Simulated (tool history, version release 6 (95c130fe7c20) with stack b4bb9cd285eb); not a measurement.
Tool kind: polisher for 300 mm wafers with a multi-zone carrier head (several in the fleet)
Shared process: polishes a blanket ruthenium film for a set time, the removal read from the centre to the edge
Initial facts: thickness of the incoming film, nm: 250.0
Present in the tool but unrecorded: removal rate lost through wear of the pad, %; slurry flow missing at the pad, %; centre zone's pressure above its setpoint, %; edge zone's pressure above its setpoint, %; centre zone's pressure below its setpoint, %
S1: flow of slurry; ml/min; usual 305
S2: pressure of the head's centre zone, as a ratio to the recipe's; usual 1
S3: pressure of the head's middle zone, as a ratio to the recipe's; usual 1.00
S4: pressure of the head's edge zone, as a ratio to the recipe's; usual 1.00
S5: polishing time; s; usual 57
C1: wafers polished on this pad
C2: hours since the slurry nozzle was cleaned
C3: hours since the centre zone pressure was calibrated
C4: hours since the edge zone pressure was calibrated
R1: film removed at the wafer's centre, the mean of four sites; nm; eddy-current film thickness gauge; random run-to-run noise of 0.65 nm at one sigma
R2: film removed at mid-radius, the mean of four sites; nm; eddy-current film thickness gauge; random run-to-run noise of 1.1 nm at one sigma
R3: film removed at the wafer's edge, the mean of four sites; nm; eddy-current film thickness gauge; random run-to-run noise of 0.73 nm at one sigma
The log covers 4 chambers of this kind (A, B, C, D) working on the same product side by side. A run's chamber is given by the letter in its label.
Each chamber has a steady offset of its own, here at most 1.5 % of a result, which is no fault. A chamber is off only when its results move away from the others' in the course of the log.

run,hour,S1,S2,S3,S4,S5,C1,C2,C3,C4,R1,R2,R3
# hour 7.3: chamber A: worn pad replaced by a new one
1C,8.0,305,1,1.00,1.00,57,736,183.6,804.7,67.0,83.428,83.749,81.137
2D,14.1,305,1,1.00,1.00,57,435,131.6,886.8,521.0,82.108,83.578,83.066
3A,17.7,305,1,1.00,1.00,57,105,46.7,1065.8,406.9,80.981,82.566,83.589
4B,25.5,305,1,1.00,1.00,57,1054,349.5,494.8,1048.4,82.830,84.270,83.078
5D,33.2,305,1,1.00,1.00,57,629,150.7,905.9,540.1,81.834,83.817,83.132
6C,39.4,305,1,1.00,1.00,57,1055,215.0,836.1,98.4,83.586,83.459,82.673
7A,47.2,305,1,1.00,1.00,57,405,76.2,1095.3,436.4,81.282,82.635,82.446
# hour 49.2: chamber B: worn pad replaced by a new one
8B,51.9,305,1,1.00,1.00,57,27,375.9,521.2,1074.8,82.613,83.422,83.341
9D,56.1,305,1,1.00,1.00,57,862,173.6,928.8,563.0,82.389,84.300,81.060
10A,63.8,305,1,1.00,1.00,57,574,92.8,1111.9,453.0,81.694,82.306,83.197
11B,69.4,215,1,0.95,1.00,57,205,393.4,538.7,1092.3,79.255,75.999,80.661
# hour 71.4: chamber C: centre zone pressure recalibrated
12C,75.2,215,1,0.95,1.00,57,1419,250.8,3.9,134.2,70.431,75.729,79.806
13A,82.1,215,1,0.95,1.00,57,760,111.1,1130.2,471.3,79.441,76.548,80.669
# hour 82.6: chamber C: worn pad replaced by a new one
14C,85.6,215,1,0.95,1.00,57,31,261.2,14.3,144.6,71.576,76.307,79.884
# hour 87.6: chamber B: slurry nozzle cleaned
15B,89.3,305,1,1.00,1.00,57,407,1.8,558.6,1112.2,81.844,82.758,83.381
16D,96.3,305,1,0.90,1.12,57,1271,213.8,969.0,603.2,82.710,74.272,88.174
17C,100.7,305,1,0.90,1.12,57,184,276.3,29.4,159.7,74.346,77.526,86.264
18D,104.2,305,1,0.90,1.12,57,1351,221.7,976.9,611.1,82.362,75.227,87.047
19A,111.8,305,1,0.90,1.12,57,1062,140.8,1159.9,501.0,81.051,76.967,87.377
20B,115.8,305,1,1.00,1.00,57,677,28.3,585.1,1138.7,82.597,81.201,83.638
# hour 119.9: chamber D: worn pad replaced by a new one
# hour 120.5: chamber A: worn pad replaced by a new one
21B,123.2,220,1,1.00,1.00,57,752,35.7,592.5,1146.1,79.608,81.156,82.332
22A,127.3,220,1,1.00,1.00,57,69,156.3,1175.4,516.5,78.292,79.452,80.507
23D,133.7,220,1,1.00,1.00,57,140,251.2,1006.4,640.6,79.389,79.808,80.896
24C,139.9,220,1,1.00,1.00,57,583,315.5,68.6,198.9,70.616,79.670,79.095
25A,145.3,305,1,1.00,1.00,57,252,174.3,1193.4,534.5,82.797,83.234,81.892
26D,151.0,305,1,1.00,1.00,57,316,268.5,1023.7,657.9,82.507,82.359,82.465

Predict what each chamber gives when all 4 of them run the settings below next.
27A,156.7,305,1,1.00,1.11,57,,,,,?,?,?
27B,156.7,305,1,1.00,1.11,57,,,,,?,?,?
27C,156.7,305,1,1.00,1.11,57,,,,,?,?,?
27D,156.7,305,1,1.00,1.11,57,,,,,?,?,?

run,R1,R2,R3
27A,81.968,82.650,86.104
27B,83.013,83.102,88.234
27C,75.749,83.880,86.371
27D,82.944,83.431,88.435

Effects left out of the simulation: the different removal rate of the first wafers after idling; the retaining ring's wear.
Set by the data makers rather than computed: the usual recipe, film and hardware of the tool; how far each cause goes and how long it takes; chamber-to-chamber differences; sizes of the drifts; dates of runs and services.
